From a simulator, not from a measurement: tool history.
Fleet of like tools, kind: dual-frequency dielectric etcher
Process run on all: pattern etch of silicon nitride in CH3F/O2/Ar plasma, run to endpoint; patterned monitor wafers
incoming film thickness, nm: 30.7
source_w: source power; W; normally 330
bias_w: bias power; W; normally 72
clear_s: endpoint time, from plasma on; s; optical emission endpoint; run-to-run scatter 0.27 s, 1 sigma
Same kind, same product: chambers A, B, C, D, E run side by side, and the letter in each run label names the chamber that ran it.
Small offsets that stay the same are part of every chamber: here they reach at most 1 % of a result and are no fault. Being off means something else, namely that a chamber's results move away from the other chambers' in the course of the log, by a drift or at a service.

Run 1E, hour 6.8: usual settings. Result: clear_s 48.070 s.
Run 2A, hour 13.6: usual settings. Result: clear_s 47.513 s.
Run 3B, hour 22.0: usual settings. Result: clear_s 47.994 s.
Run 4D, hour 29.1: usual settings. Result: clear_s 47.696 s.
Run 5C, hour 33.3: usual settings but source_w 360 W. Result: clear_s 46.608 s.
Run 6B, hour 38.4: usual settings but source_w 360 W. Result: clear_s 46.058 s.
Run 7E, hour 44.2: usual settings but source_w 360 W. Result: clear_s 45.973 s.
Run 8C, hour 51.1: usual settings but source_w 360 W. Result: clear_s 46.624 s.
Run 9A, hour 57.2: usual settings but source_w 360 W. Result: clear_s 45.752 s.
Run 10D, hour 63.6: usual settings but source_w 300 W. Result: clear_s 49.105 s.
Run 11E, hour 68.2: usual settings but source_w 300 W. Result: clear_s 48.850 s.
Run 12B, hour 73.0: usual settings but source_w 300 W. Result: clear_s 49.428 s.
At hour 79.5: chamber C: wet clean of the chamber.
Run 13C, hour 80.1: usual settings but source_w 300 W. Result: clear_s 49.624 s.
Run 14A, hour 88.4: usual settings but source_w 300 W. Result: clear_s 49.475 s.
Run 15D, hour 95.1: usual settings. Result: clear_s 47.171 s.
Run 16D, hour 100.2: usual settings. Result: clear_s 47.360 s.
At hour 102.2: chamber E: wet clean of the chamber.
Run 17B, hour 107.9: usual settings. Result: clear_s 47.174 s.
Run 18A, hour 112.7: usual settings. Result: clear_s 48.249 s.
Run 19C, hour 119.6: usual settings. Result: clear_s 48.093 s.
Run 20E, hour 123.6: usual settings but bias_w 83 W. Result: clear_s 45.029 s.
Run 21E, hour 127.5: usual settings but bias_w 83 W. Result: clear_s 45.249 s.
Run 22A, hour 135.8: usual settings but bias_w 83 W. Result: clear_s 45.073 s.
Run 23D, hour 143.5: usual settings but bias_w 83 W. Result: clear_s 45.212 s.
Run 24C, hour 148.4: usual settings but bias_w 83 W. Result: clear_s 45.697 s.
Run 25B, hour 156.3: usual settings. Result: clear_s 47.788 s.
At hour 161.4: chamber D: wet clean of the chamber.
Run 26E, hour 163.2: usual settings. Result: clear_s 47.339 s.
Run 27C, hour 171.5: usual settings. Result: clear_s 48.319 s.
Run 28B, hour 175.7: usual settings. Result: clear_s 47.081 s.
Run 29A, hour 184.1: usual settings but source_w 360 W, bias_w 65 W. Result: clear_s 47.197 s.
Run 30D, hour 188.1: usual settings but source_w 360 W, bias_w 65 W. Result: clear_s 47.733 s.

Has any chamber moved away from the others, gradually or after a service, or does the common gauge drift, or do the chambers differ only by their own small steady offsets? State the chamber and the most likely cause if one applies.

No chamber stands off beyond its own small offset, and the gauge holds steady.

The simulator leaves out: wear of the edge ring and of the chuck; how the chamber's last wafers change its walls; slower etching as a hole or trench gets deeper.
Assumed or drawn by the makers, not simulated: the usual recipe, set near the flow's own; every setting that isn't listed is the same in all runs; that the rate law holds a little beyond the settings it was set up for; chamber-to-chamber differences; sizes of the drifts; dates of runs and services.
